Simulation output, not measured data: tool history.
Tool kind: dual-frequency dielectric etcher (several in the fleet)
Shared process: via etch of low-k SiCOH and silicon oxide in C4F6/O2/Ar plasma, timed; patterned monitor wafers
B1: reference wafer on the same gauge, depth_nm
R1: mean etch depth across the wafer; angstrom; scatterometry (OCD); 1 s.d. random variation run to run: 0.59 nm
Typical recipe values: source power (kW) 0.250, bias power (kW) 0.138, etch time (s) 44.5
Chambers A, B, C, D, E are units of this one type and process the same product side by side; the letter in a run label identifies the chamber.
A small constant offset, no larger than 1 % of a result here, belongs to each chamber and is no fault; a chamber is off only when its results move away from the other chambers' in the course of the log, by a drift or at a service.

Run 1C, day 0.388: usual settings; B1 80.248. Result: R1 882.66 angstrom.
Run 2B, day 0.767: usual settings; B1 80.325. Result: R1 896.27 angstrom.
Run 3A, day 1.225: usual settings; B1 80.408. Result: R1 889.93 angstrom.
Run 4D, day 1.500: usual settings; B1 80.272. Result: R1 895.22 angstrom.
Run 5E, day 1.833: usual settings; B1 80.397. Result: R1 877.46 angstrom.
Run 6B, day 2.083: usual settings; B1 80.128. Result: R1 887.33 angstrom.
Run 7C, day 2.446: usual settings; B1 80.193. Result: R1 901.12 angstrom.
Run 8D, day 2.917: usual settings but bias power (kW) 0.115, etch time (s) 50.5; B1 80.421. Result: R1 965.55 angstrom.
At day 2.950: chamber B: wet clean of the chamber.
Run 9A, day 3.329: usual settings but bias power (kW) 0.115, etch time (s) 50.5; B1 80.402. Result: R1 935.89 angstrom.
Run 10E, day 3.529: usual settings but bias power (kW) 0.115, etch time (s) 50.5; B1 80.238. Result: R1 949.23 angstrom.
At day 3.575: chamber B: source power generator calibrated.
Run 11A, day 3.783: usual settings but bias power (kW) 0.115, etch time (s) 50.5; B1 80.195. Result: R1 955.15 angstrom.
Run 12E, day 4.004: usual settings but bias power (kW) 0.115, etch time (s) 50.5; B1 80.288. Result: R1 956.69 angstrom.
Run 13B, day 4.358: usual settings; B1 80.339. Result: R1 889.91 angstrom.
Run 14D, day 4.746: usual settings; B1 80.306. Result: R1 891.58 angstrom.
At day 4.871: chamber D: wet clean of the chamber.
Run 15C, day 5.012: usual settings; B1 80.472. Result: R1 895.33 angstrom.
Run 16A, day 5.371: usual settings; B1 80.364. Result: R1 885.14 angstrom.
Run 17B, day 5.717: usual settings; B1 80.331. Result: R1 889.11 angstrom.
Run 18E, day 6.096: usual settings; B1 80.200. Result: R1 898.22 angstrom.
Run 19D, day 6.350: usual settings; B1 80.285. Result: R1 883.38 angstrom.
Run 20C, day 6.608: usual settings; B1 80.463. Result: R1 880.07 angstrom.
Run 21D, day 6.996: usual settings; B1 80.343. Result: R1 897.13 angstrom.
At day 7.150: chamber C: wet clean of the chamber.
Run 22C, day 7.325: usual settings; B1 80.176. Result: R1 882.99 angstrom.
Run 23E, day 7.796: usual settings; B1 80.272. Result: R1 899.46 angstrom.
Run 24A, day 8.212: usual settings; B1 80.306. Result: R1 874.58 angstrom.
Run 25B, day 8.421: usual settings; B1 80.393. Result: R1 894.05 angstrom.
Run 26D, day 8.838: usual settings; B1 80.306. Result: R1 887.73 angstrom.
Run 27C, day 9.167: usual settings; B1 80.325. Result: R1 884.69 angstrom.
Run 28E, day 9.612: usual settings; B1 80.269. Result: R1 915.45 angstrom.
Run 29A, day 9.971: usual settings but source power (kW) 0.290, etch time (s) 53.5; B1 80.280. Result: R1 1126.20 angstrom.
Run 30B, day 10.375: usual settings but source power (kW) 0.290, etch time (s) 53.5; B1 80.227. Result: R1 1132.20 angstrom.
Run 31A, day 10.608: usual settings but source power (kW) 0.290, etch time (s) 53.5; B1 80.343. Result: R1 1123.80 angstrom.
Run 32B, day 10.929: usual settings but source power (kW) 0.290, etch time (s) 53.5; B1 80.194. Result: R1 1138.10 angstrom.
Run 33E, day 11.379: usual settings but source power (kW) 0.290, etch time (s) 53.5; B1 80.158. Result: R1 1169.90 angstrom.
Run 34D, day 11.612: usual settings; B1 80.319. Result: R1 887.93 angstrom.
Run 35C, day 11.912: usual settings; B1 80.298. Result: R1 896.51 angstrom.

Does one chamber stand apart from the rest, does the shared gauge drift, or is all well apart from small per-chamber offsets? Give the chamber and the most likely cause, where there is one.

Chamber E drifts away from the others.
Most likely cause: etch rate over this chamber's usual, % = 4.51.

Which of the 4 candidates below, each the usual settings with something changed and its results left as question marks, puts chamber E back in line with what the other chambers give on the usual settings?
To be in line, a result may differ from the other chambers' mean on the usual settings by at most: R1 21.00 angstrom
Run 36E-1, day 12.250: usual settings but bias power (kW) 0.136, etch time (s) 41.0. Result: R1 ?.
Run 36E-2, day 12.250: usual settings but etch time (s) 46.5. Result: R1 ?.
Run 36E-3, day 12.250: usual settings but bias power (kW) 0.140, etch time (s) 48.0. Result: R1 ?.
Run 36E-4, day 12.250: usual settings but etch time (s) 42.5. Result: R1 ?.

Average result of the remaining chambers running the usual settings: R1 888.54 angstrom
  run       R1
36E-1   853.24
36E-2   972.08
36E-3  1007.90
36E-4   888.46
The answer is 36E-4, which returns the chamber to within the allowed miss of the others.
